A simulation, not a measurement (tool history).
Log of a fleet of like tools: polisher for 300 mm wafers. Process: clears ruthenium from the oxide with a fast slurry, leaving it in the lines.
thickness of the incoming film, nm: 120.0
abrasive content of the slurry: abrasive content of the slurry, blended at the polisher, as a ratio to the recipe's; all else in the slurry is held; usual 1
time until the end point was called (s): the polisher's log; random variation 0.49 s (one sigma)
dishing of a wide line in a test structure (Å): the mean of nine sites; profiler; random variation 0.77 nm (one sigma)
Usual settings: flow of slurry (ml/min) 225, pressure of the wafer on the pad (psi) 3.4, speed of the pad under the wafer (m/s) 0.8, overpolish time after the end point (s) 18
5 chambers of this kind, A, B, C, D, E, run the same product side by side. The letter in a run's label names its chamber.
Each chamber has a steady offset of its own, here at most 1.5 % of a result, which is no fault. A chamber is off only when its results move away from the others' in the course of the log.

run   hour  flow of slurry (ml/min)  pressure of the wafer on the pad (psi)  speed of the pad under the wafer (m/s)  abrasive content of the slurry  overpolish time after the end point (s)  wafers polished on this pad  hours since the slurry nozzle was cleaned  hours since the head pressure was calibrated  hours since the slurry blender was calibrated  time until the end point was called (s)  dishing of a wide line in a test structure (Å)
       1.6  -- chamber D: worn pad replaced by a new one
 1B    6.5                      225                                     3.4                                     0.8                               1                                       18                          136                                      512.6                                         341.1                                          148.5                                   25.351                                          655.43
 2E   12.5                      225                                     3.4                                     0.8                               1                                       18                          214                                      316.1                                         256.1                                          101.1                                   25.726                                          658.91
 3D   16.2                      225                                     3.4                                     0.8                               1                                       18                          147                                      271.8                                         904.7                                           55.3                                   24.814                                          661.16
 4A   22.5                      225                                     3.4                                     0.8                               1                                       18                          302                                      396.8                                         358.6                                           78.1                                   26.586                                          653.49
      23.1  -- chamber C: head pressure recalibrated
 5C     26                      225                                     3.4                                     0.8                               1                                       18                          520                                      680.5                                             3                                          182.8                                   26.422                                          664.47
      28.6  -- chamber B: slurry blender recalibrated
 6D   29.1                      225                                     3.8                                     0.8                               1                                       18                          277                                      284.7                                         917.6                                           68.2                                   22.657                                           723.1
 7B   34.7                      225                                     3.8                                     0.8                               1                                       18                          420                                      540.8                                         369.3                                            6.2                                   23.188                                          718.59
 8E   38.2                      225                                     3.8                                     0.8                               1                                       18                          473                                      341.8                                         281.8                                          126.8                                   23.692                                           724.3
 9A   43.8                      225                                     3.8                                     0.8                               1                                       18                          516                                      418.1                                         379.9                                           99.4                                   22.764                                           739.4
      46.4  -- chamber E: worn pad replaced by a new one
10C   50.3                      225                                     3.8                                     0.8                               1                                       18                          764                                      704.8                                          27.3                                          207.1                                   23.138                                          716.87
      53.2  -- chamber A: worn pad replaced by a new one
11C   54.1                      225                                     3.4                                     0.8                               1                                       18                          803                                      708.6                                          31.1                                          210.9                                   26.076                                          658.89
12B   58.5                      225                                     3.4                                     0.8                               1                                       23                          659                                      564.6                                         393.1                                             30                                    25.87                                          791.17
      58.9  -- chamber A: slurry blender recalibrated
      61.7  -- chamber B: slurry nozzle cleaned
13D     63                      225                                     3.4                                     0.8                               1                                       23                          618                                      318.6                                         951.5                                          102.1                                    26.79                                          781.72
14A   66.5                      225                                     3.4                                     0.8                               1                                       23                          134                                      440.8                                         402.6                                            7.7                                   25.325                                          831.12
15E   72.2                      225                                     3.4                                     0.8                               1                                       23                          259                                      375.8                                         315.8                                          160.8                                   26.156                                          803.28
16E   76.2                      225                                     3.4                                     0.8                               1                                       23                          300                                      379.8                                         319.8                                          164.8                                   25.494                                          803.95
17D   82.7                      225                                     3.4                                     0.8                               1                                       18                          816                                      338.3                                         971.2                                          121.8                                   27.151                                          627.06
18B   86.2                      225                                     3.4                                     0.8                               1                                       18                          938                                       24.6                                         420.8                                           57.7                                   26.681                                          663.23
19A   91.9                      225                                     3.4                                     0.8                               1                                       18                          389                                      466.2                                           428                                           33.1                                   24.922                                          675.79
20C   96.5                      225                                     3.4                                     0.8                             0.9                                       18                         1229                                        751                                          73.5                                          253.3                                   26.925                                          623.26
21C  101.7                      225                                     3.4                                     0.8                             0.9                                       18                         1281                                      756.2                                          78.7                                          258.5                                    27.23                                          609.63
     104.6  -- chamber A: worn pad replaced by a new one
22E    105                      225                                     3.4                                     0.8                             0.9                                       18                          589                                      408.6                                         348.6                                          193.6                                   27.427                                          626.01
     106.2  -- chamber E: worn pad replaced by a new one
23D  110.6                      225                                     3.4                                     0.8                             0.9                                       18                         1097                                      366.2                                         999.1                                          149.7                                   29.572                                          583.89
     112.8  -- chamber B: worn pad replaced by a new one
     115.3  -- chamber C: worn pad replaced by a new one
24B  116.3                      225                                     3.4                                     0.8                             0.9                                       18                           35                                       54.7                                         450.9                                           87.8                                   28.033                                          634.41
25A  120.7                      225                                     3.4                                     0.8                             1.2                                       18                          162                                        495                                         456.8                                           61.9                                   23.457                                          721.89
26E  124.7                      225                                     3.4                                     0.8                             1.2                                       18                          186                                      428.3                                         368.3                                          213.3                                    24.39                                          703.91
     126.8  -- chamber C: slurry nozzle cleaned
     126.9  -- chamber D: slurry nozzle cleaned
27A  130.7                      225                                     3.4                                     0.8                             1.2                                       18                          263                                        505                                         466.8                                           71.9                                     24.1                                          717.47
28D  134.2                      225                                     3.4                                     0.8                             1.2                                       18                         1334                                        7.3                                        1022.7                                          173.3                                   26.166                                          642.83
29B  139.1                      225                                     3.4                                     0.8                             1.2                                       18                          265                                       77.5                                         473.7                                          110.6                                   24.112                                          716.22
30C  142.8                      225                                     3.4                                     0.8                               1                                       18                          277                                       16.1                                         119.8                                          299.6                                   25.901                                          662.77
31B  148.5                      225                                     3.4                                     0.8                               1                                       18                          359                                       86.9                                         483.1                                            120                                   25.415                                          648.54
32D  151.6                      225                                     3.4                                     0.8                               1                                       18                         1509                                       24.7                                        1040.1                                          190.7                                   29.921                                           574.6
33E  156.9                      225                                     3.4                                     0.8                               1                                       18                          510                                      460.5                                         400.5                                          245.5                                   26.033                                           653.8

All 5 chambers run these settings next. Forecast each chamber's results:
34A  161.6                      225                                     2.8                                     0.8                               1                                       18                                                                                                                                                                                                             ?                                               ?
34B  161.6                      225                                     2.8                                     0.8                               1                                       18                                                                                                                                                                                                             ?                                               ?
34C  161.6                      225                                     2.8                                     0.8                               1                                       18                                                                                                                                                                                                             ?                                               ?
34D  161.6                      225                                     2.8                                     0.8                               1                                       18                                                                                                                                                                                                             ?                                               ?
34E  161.6                      225                                     2.8                                     0.8                               1                                       18                                                                                                                                                                                                             ?                                               ?

run  time until the end point was called (s)  dishing of a wide line in a test structure (Å)
34A                                   31.212                                          563.86
34B                                   31.724                                          538.48
34C                                   30.889                                          554.09
34D                                    35.82                                          487.37
34E                                   31.027                                          552.41

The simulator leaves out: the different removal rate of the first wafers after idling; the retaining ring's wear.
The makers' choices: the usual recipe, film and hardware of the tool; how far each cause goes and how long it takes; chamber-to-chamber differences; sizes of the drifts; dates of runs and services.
